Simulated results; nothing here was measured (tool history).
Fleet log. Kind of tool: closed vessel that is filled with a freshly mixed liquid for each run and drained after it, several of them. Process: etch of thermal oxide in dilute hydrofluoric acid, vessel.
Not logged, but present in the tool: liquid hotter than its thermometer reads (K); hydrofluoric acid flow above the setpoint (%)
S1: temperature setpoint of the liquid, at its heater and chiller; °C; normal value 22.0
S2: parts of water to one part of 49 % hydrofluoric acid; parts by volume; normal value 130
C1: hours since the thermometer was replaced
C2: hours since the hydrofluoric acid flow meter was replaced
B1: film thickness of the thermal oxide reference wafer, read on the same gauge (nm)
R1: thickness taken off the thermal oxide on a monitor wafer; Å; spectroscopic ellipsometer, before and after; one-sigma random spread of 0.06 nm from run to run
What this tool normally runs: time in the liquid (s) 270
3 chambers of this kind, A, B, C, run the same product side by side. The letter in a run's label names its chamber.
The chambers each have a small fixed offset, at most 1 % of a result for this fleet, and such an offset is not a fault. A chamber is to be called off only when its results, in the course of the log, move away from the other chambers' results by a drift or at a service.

{"run": "1C", "hour": 2.9, "S1": 22.0, "S2": 130, "time in the liquid (s)": 270, "C1": 844.2, "C2": 2468.9, "B1": 80.016, "R1": 87.166}
{"run": "2B", "hour": 6.2, "S1": 22.0, "S2": 130, "time in the liquid (s)": 270, "C1": 602.9, "C2": 211.8, "B1": 79.997, "R1": 86.906}
{"run": "3A", "hour": 9.6, "S1": 22.0, "S2": 130, "time in the liquid (s)": 270, "C1": 548.3, "C2": 291.2, "B1": 80.021, "R1": 86.057}
{"run": "4A", "hour": 13.2, "S1": 22.0, "S2": 130, "time in the liquid (s)": 270, "C1": 551.9, "C2": 294.8, "B1": 80.016, "R1": 85.819}
{"run": "5B", "hour": 19.6, "S1": 22.0, "S2": 130, "time in the liquid (s)": 270, "C1": 616.3, "C2": 225.2, "B1": 80.022, "R1": 86.301}
{"run": "6C", "hour": 24.9, "S1": 22.0, "S2": 130, "time in the liquid (s)": 270, "C1": 866.2, "C2": 2490.9, "B1": 79.986, "R1": 86.646}
{"run": "7A", "hour": 29.0, "S1": 26.5, "S2": 180, "time in the liquid (s)": 270, "C1": 567.7, "C2": 310.6, "B1": 79.989, "R1": 70.437}
{"run": "8C", "hour": 33.2, "S1": 26.5, "S2": 180, "time in the liquid (s)": 270, "C1": 874.5, "C2": 2499.2, "B1": 80.002, "R1": 70.305}
{"run": "9B", "hour": 38.7, "S1": 26.5, "S2": 180, "time in the liquid (s)": 270, "C1": 635.4, "C2": 244.3, "B1": 80.0, "R1": 71.405}
{"run": "10C", "hour": 44.9, "S1": 22.0, "S2": 175, "time in the liquid (s)": 120, "C1": 886.2, "C2": 2510.9, "B1": 79.994, "R1": 27.636}
{"run": "11A", "hour": 50.7, "S1": 22.0, "S2": 175, "time in the liquid (s)": 120, "C1": 589.4, "C2": 332.3, "B1": 79.999, "R1": 27.265}
{"run": "12B", "hour": 55.2, "S1": 22.0, "S2": 175, "time in the liquid (s)": 120, "C1": 651.9, "C2": 260.8, "B1": 79.996, "R1": 27.556}
{"run": "13B", "hour": 59.5, "S1": 22.0, "S2": 130, "time in the liquid (s)": 270, "C1": 656.2, "C2": 265.1, "B1": 80.0, "R1": 87.277}
{"run": "14C", "hour": 65.6, "S1": 22.0, "S2": 170, "time in the liquid (s)": 270, "C1": 906.9, "C2": 2531.6, "B1": 79.997, "R1": 62.681}
{"run": "15A", "hour": 68.8, "S1": 22.0, "S2": 170, "time in the liquid (s)": 270, "C1": 607.5, "C2": 350.4, "B1": 80.009, "R1": 62.912}
{"run": "16B", "hour": 74.0, "S1": 22.0, "S2": 170, "time in the liquid (s)": 270, "C1": 670.7, "C2": 279.6, "B1": 80.005, "R1": 64.912}
{"run": "17C", "hour": 80.2, "S1": 22.0, "S2": 130, "time in the liquid (s)": 270, "C1": 921.5, "C2": 2546.2, "B1": 80.009, "R1": 87.333}
{"run": "18A", "hour": 83.3, "S1": 22.0, "S2": 130, "time in the liquid (s)": 150, "C1": 622.0, "C2": 364.9, "B1": 79.998, "R1": 48.487}
{"run": "19B", "hour": 88.6, "S1": 22.0, "S2": 130, "time in the liquid (s)": 150, "C1": 685.3, "C2": 294.2, "B1": 79.996, "R1": 48.816}
{"run": "20A", "hour": 94.2, "S1": 22.0, "S2": 130, "time in the liquid (s)": 150, "C1": 632.9, "C2": 375.8, "B1": 80.004, "R1": 48.03}
{"run": "21C", "hour": 98.3, "S1": 22.0, "S2": 150, "time in the liquid (s)": 365, "C1": 939.6, "C2": 2564.3, "B1": 80.018, "R1": 99.371}

Next, all 3 chambers run the settings below, one line each with question marks for the results. What does each chamber give?
{"run": "22A", "hour": 102.8, "S1": 22.0, "S2": 185, "time in the liquid (s)": 270, "R1": "?"}
{"run": "22B", "hour": 102.8, "S1": 22.0, "S2": 185, "time in the liquid (s)": 270, "R1": "?"}
{"run": "22C", "hour": 102.8, "S1": 22.0, "S2": 185, "time in the liquid (s)": 270, "R1": "?"}

run=22A R1=57.766
run=22B R1=60.142
run=22C R1=56.889
